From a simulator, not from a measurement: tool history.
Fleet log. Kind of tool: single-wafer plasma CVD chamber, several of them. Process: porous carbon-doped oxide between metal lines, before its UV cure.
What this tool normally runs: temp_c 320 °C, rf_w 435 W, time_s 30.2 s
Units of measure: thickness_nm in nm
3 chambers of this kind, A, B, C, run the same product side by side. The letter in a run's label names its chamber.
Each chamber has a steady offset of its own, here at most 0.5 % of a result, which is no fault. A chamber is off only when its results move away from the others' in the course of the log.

run   hour  temp_c  rf_w  time_s  hours since the last thermocouple change  hours since the last RF generator calibration  read-back reference wafer on the same gauge, thickness_nm  thickness_nm
 1B    6.9     320   435    30.2                                    1600.8                                          251.1                                                     119.00        132.84
 2C   15.4     320   435    30.2                                     263.3                                          718.4                                                     119.14        132.40
 3A   22.1     320   435    30.2                                     834.0                                          570.3                                                     119.07        132.12
 4C   31.0     320   435    30.2                                     278.9                                          734.0                                                     118.94        132.64
 5B   37.3     320   435    30.2                                    1631.2                                          281.5                                                     119.00        133.60
 6A   45.7     320   435    30.2                                     857.6                                          593.9                                                     118.87        132.85
 7A   55.3     314   435    24.8                                     867.2                                          603.5                                                     118.84        112.82
 8B   64.7     314   435    24.8                                    1658.6                                          308.9                                                     118.97        113.00
 9C   73.9     314   435    24.8                                     321.8                                          776.9                                                     118.96        112.88
10B   85.9     320   435    30.2                                    1679.8                                          330.1                                                     118.89        134.42
11C   96.6     320   435    30.2                                     344.5                                          799.6                                                     119.07        132.06
12A  106.0     320   435    30.2                                     917.9                                          654.2                                                     118.99        130.35
13A  111.7     320   435    30.2                                     923.6                                          659.9                                                     119.07        130.75
14C  122.5     320   435    30.2                                     370.4                                          825.5                                                     119.01        131.72
15B  130.8     320   435    30.2                                    1724.7                                          375.0                                                     118.93        133.36
16A  137.0     320   435    30.2                                     948.9                                          685.2                                                     119.07        131.50
17B  144.8     320   435    30.2                                    1738.7                                          389.0                                                     119.06        134.14
18C  150.5     320   435    30.2                                     398.4                                          853.5                                                     118.88        132.81
19C  158.1     320   435    30.2                                     406.0                                          861.1                                                     119.15        132.92
20A  168.1     320   435    30.2                                     980.0                                          716.3                                                     119.02        128.42
21B  180.0     320   435    30.2                                    1773.9                                          424.2                                                     118.96        132.67
22A  189.0     320   435    30.2                                    1000.9                                          737.2                                                     118.97        129.81
23B  200.2     320   435    30.2                                    1794.1                                          444.4                                                     119.18        132.26
24C  209.6     320   435    30.2                                     457.5                                          912.6                                                     118.91        131.94
25A  220.5     320   435    36.0                                    1032.4                                          768.7                                                     118.89        152.05
26B  232.2     320   435    36.0                                    1826.1                                          476.4                                                     119.01        159.83
27C  243.7     320   435    36.0                                     491.6                                          946.7                                                     119.14        157.64
28C  255.0     320   435    30.2                                     502.9                                          958.0                                                     119.12        133.85
29A  260.6     320   435    30.2                                    1072.5                                          808.8                                                     118.98        127.95
30B  267.4     320   435    30.2                                    1861.3                                          511.6                                                     119.01        134.40
31B  278.4     320   435    30.2                                    1872.3                                          522.6                                                     119.03        134.20
32A  288.0     320   435    30.2                                    1099.9                                          836.2                                                     119.01        126.39

Does one chamber stand apart from the rest, does the shared gauge drift, or is all well apart from small per-chamber offsets? Give the chamber and the most likely cause, where there is one.

One chamber, A, drifts off from the rest bit by bit.
Most likely cause: delivered RF power below the setpoint (%) = 5.75.

Below are 4 candidate recipes for chamber A's next run, each the usual settings with a change, their results shown as question marks. Which of them brings A's results back in line with what the other chambers give on the usual settings?
In line here means within this much of the mean the other chambers give on the usual settings: thickness_nm 2.10 nm
33A-1  296.6     320   425    29.3                                                                                                                                                                 ?
33A-2  296.6     303   435    30.2                                                                                                                                                                 ?
33A-3  296.6     318   455    30.2                                                                                                                                                                 ?
33A-4  296.6     320   435    27.5                                                                                                                                                                 ?

The mean the other chambers reach with the usual settings: thickness_nm 133.10 nm
  run  thickness_nm
33A-1        120.87
33A-2        138.86
33A-3        132.52
33A-4        115.71
Change 33A-3 lands the chamber within the allowed miss of the other chambers.
